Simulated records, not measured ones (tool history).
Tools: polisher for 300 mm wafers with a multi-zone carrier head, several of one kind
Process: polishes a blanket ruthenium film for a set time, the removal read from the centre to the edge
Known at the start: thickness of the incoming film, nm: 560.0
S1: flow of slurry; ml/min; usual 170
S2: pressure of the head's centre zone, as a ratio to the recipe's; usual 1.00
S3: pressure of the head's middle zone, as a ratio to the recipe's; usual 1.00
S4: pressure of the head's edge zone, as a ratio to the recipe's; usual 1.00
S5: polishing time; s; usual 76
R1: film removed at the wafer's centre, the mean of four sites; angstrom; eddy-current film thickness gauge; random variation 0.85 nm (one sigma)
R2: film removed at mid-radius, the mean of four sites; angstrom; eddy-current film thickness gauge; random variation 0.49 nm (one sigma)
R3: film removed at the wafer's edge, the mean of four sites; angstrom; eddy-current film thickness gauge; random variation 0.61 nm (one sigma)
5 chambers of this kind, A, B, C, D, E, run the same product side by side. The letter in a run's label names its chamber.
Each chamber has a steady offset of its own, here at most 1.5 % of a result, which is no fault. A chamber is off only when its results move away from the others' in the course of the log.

| run | hour | S1 | S2 | S3 | S4 | S5 | R1 | R2 | R3 |
|---|---|---|---|---|---|---|---|---|---|
| 1D | 10.2 | 170 | 1.00 | 1.00 | 1.00 | 76 | 724.83 | 714.26 | 698.93 |
| 2C | 22.9 | 170 | 1.00 | 1.00 | 1.00 | 76 | 710.44 | 707.23 | 711.62 |
| 3B | 28.9 | 170 | 1.00 | 1.00 | 1.00 | 76 | 711.14 | 695.92 | 694.24 |
| 4E | 40.8 | 170 | 1.00 | 1.00 | 1.00 | 76 | 701.75 | 709.20 | 703.30 |
| 5A | 49.3 | 170 | 1.00 | 1.00 | 1.00 | 76 | 695.47 | 700.98 | 689.05 |
| 6D | 55.6 | 170 | 1.00 | 1.00 | 1.00 | 76 | 717.26 | 711.06 | 699.33 |
| 7C | 62.1 | 170 | 1.00 | 1.00 | 1.00 | 76 | 696.55 | 707.56 | 710.68 |
|  | 68.0 | chamber D: worn pad replaced by a new one |
| 8E | 71.0 | 170 | 1.00 | 1.00 | 1.00 | 76 | 703.80 | 706.28 | 696.41 |
| 9A | 81.3 | 170 | 1.00 | 1.00 | 1.00 | 76 | 702.02 | 707.31 | 680.50 |
| 10B | 88.1 | 170 | 0.90 | 1.00 | 1.00 | 91 | 742.96 | 844.09 | 847.81 |
|  | 97.5 | chamber A: worn pad replaced by a new one |
|  | 101.1 | chamber E: worn pad replaced by a new one |
| 11D | 101.4 | 170 | 0.90 | 1.00 | 1.00 | 91 | 749.28 | 850.26 | 845.23 |
|  | 105.8 | chamber B: worn pad replaced by a new one |
| 12A | 109.3 | 170 | 0.90 | 1.00 | 1.00 | 91 | 765.29 | 858.39 | 833.18 |
|  | 120.3 | chamber C: worn pad replaced by a new one |
| 13B | 122.2 | 170 | 0.90 | 1.00 | 1.00 | 91 | 730.77 | 847.39 | 848.25 |
| 14E | 135.1 | 170 | 0.90 | 1.00 | 1.00 | 91 | 752.65 | 835.35 | 827.34 |
|  | 138.7 | chamber A: slurry nozzle cleaned |
| 15C | 145.7 | 170 | 1.00 | 1.00 | 1.00 | 76 | 720.00 | 701.67 | 696.48 |
| 16A | 154.7 | 170 | 1.00 | 1.00 | 1.00 | 76 | 692.18 | 719.42 | 687.09 |
|  | 158.0 | chamber D: worn pad replaced by a new one |
| 17C | 167.0 | 170 | 1.00 | 1.00 | 1.00 | 76 | 710.32 | 710.18 | 710.93 |
|  | 173.6 | chamber E: edge zone pressure recalibrated |
| 18E | 175.1 | 170 | 1.00 | 1.00 | 1.00 | 76 | 707.17 | 702.86 | 694.05 |
| 19D | 187.1 | 170 | 1.00 | 1.00 | 1.00 | 76 | 681.78 | 696.70 | 696.36 |
|  | 191.5 | chamber B: edge zone pressure recalibrated |
|  | 192.4 | chamber C: slurry nozzle cleaned |
| 20B | 198.2 | 170 | 1.00 | 1.00 | 1.00 | 76 | 705.56 | 705.67 | 708.13 |
| 21D | 204.3 | 170 | 1.00 | 1.00 | 1.00 | 76 | 670.52 | 685.64 | 683.55 |
| 22E | 217.1 | 170 | 1.00 | 1.00 | 1.00 | 76 | 696.30 | 710.72 | 701.19 |
|  | 217.5 | chamber E: worn pad replaced by a new one |
| 23B | 227.2 | 170 | 1.00 | 1.00 | 1.00 | 76 | 689.33 | 699.11 | 709.84 |
| 24C | 240.2 | 170 | 0.88 | 1.00 | 1.00 | 76 | 626.38 | 704.68 | 696.29 |
| 25A | 248.9 | 170 | 0.88 | 1.00 | 1.00 | 76 | 612.04 | 709.15 | 687.02 |
| 26E | 260.4 | 170 | 0.88 | 1.00 | 1.00 | 76 | 612.56 | 699.54 | 691.87 |
|  | 262.6 | chamber D: worn pad replaced by a new one |
| 27D | 271.3 | 170 | 0.88 | 1.00 | 1.00 | 76 | 568.76 | 672.09 | 675.78 |
|  | 275.5 | chamber B: slurry nozzle cleaned |
| 28B | 277.8 | 170 | 0.88 | 1.00 | 1.00 | 76 | 609.36 | 705.96 | 703.44 |
| 29A | 286.3 | 170 | 1.00 | 1.00 | 0.94 | 76 | 697.18 | 695.02 | 671.91 |
|  | 291.1 | chamber A: worn pad replaced by a new one |
| 30C | 297.2 | 170 | 1.00 | 1.00 | 0.94 | 76 | 710.12 | 704.69 | 677.20 |
|  | 299.1 | chamber B: worn pad replaced by a new one |
| 31D | 304.3 | 170 | 1.00 | 1.00 | 0.94 | 76 | 651.97 | 658.98 | 643.66 |
| 32A | 312.9 | 170 | 1.00 | 1.00 | 0.94 | 76 | 713.39 | 708.28 | 683.53 |
| 33C | 325.3 | 170 | 1.00 | 1.00 | 0.94 | 76 | 706.39 | 707.29 | 686.38 |
| 34E | 331.6 | 170 | 1.00 | 1.00 | 1.00 | 76 | 692.85 | 704.41 | 691.75 |
| 35B | 342.2 | 170 | 1.00 | 1.09 | 1.00 | 76 | 710.47 | 761.54 | 713.35 |

What goes on in this fleet: one chamber off, a drifting gauge, or nothing beyond the chambers' own small offsets? Name the chamber and the cause, if any.

Chamber D drifts away from the others.
Cause: slurry flow missing at the pad, % = 41.4.

Here are 4 candidates for chamber D's next run, each the usual settings with a change, their results left as question marks. Which one brings its results back in line with what the others give on the usual settings?
In line means no further than this from the other chambers' mean on the usual settings: R1 29.00 angstrom; R2 17.00 angstrom; R3 21.00 angstrom
| 36D-1 | 351.8 | 160 | 0.97 | 0.99 | 1.02 | 70 | ? | ? | ? |
| 36D-2 | 351.8 | 190 | 1.07 | 1.03 | 0.96 | 90 | ? | ? | ? |
| 36D-3 | 351.8 | 150 | 0.94 | 0.98 | 1.03 | 64 | ? | ? | ? |
| 36D-4 | 351.8 | 180 | 1.03 | 1.01 | 0.98 | 82 | ? | ? | ? |

The other chambers' mean on the usual settings: R1 703.09 angstrom; R2 705.84 angstrom; R3 701.88 angstrom
| run | R1 | R2 | R3 |
|---|---|---|---|
| 36D-1 | 533.75 | 570.13 | 592.29 |
| 36D-2 | 805.77 | 796.19 | 761.19 |
| 36D-3 | 460.91 | 506.45 | 537.32 |
| 36D-4 | 693.28 | 702.83 | 694.51 |
36D-4 brings the chamber back in line.
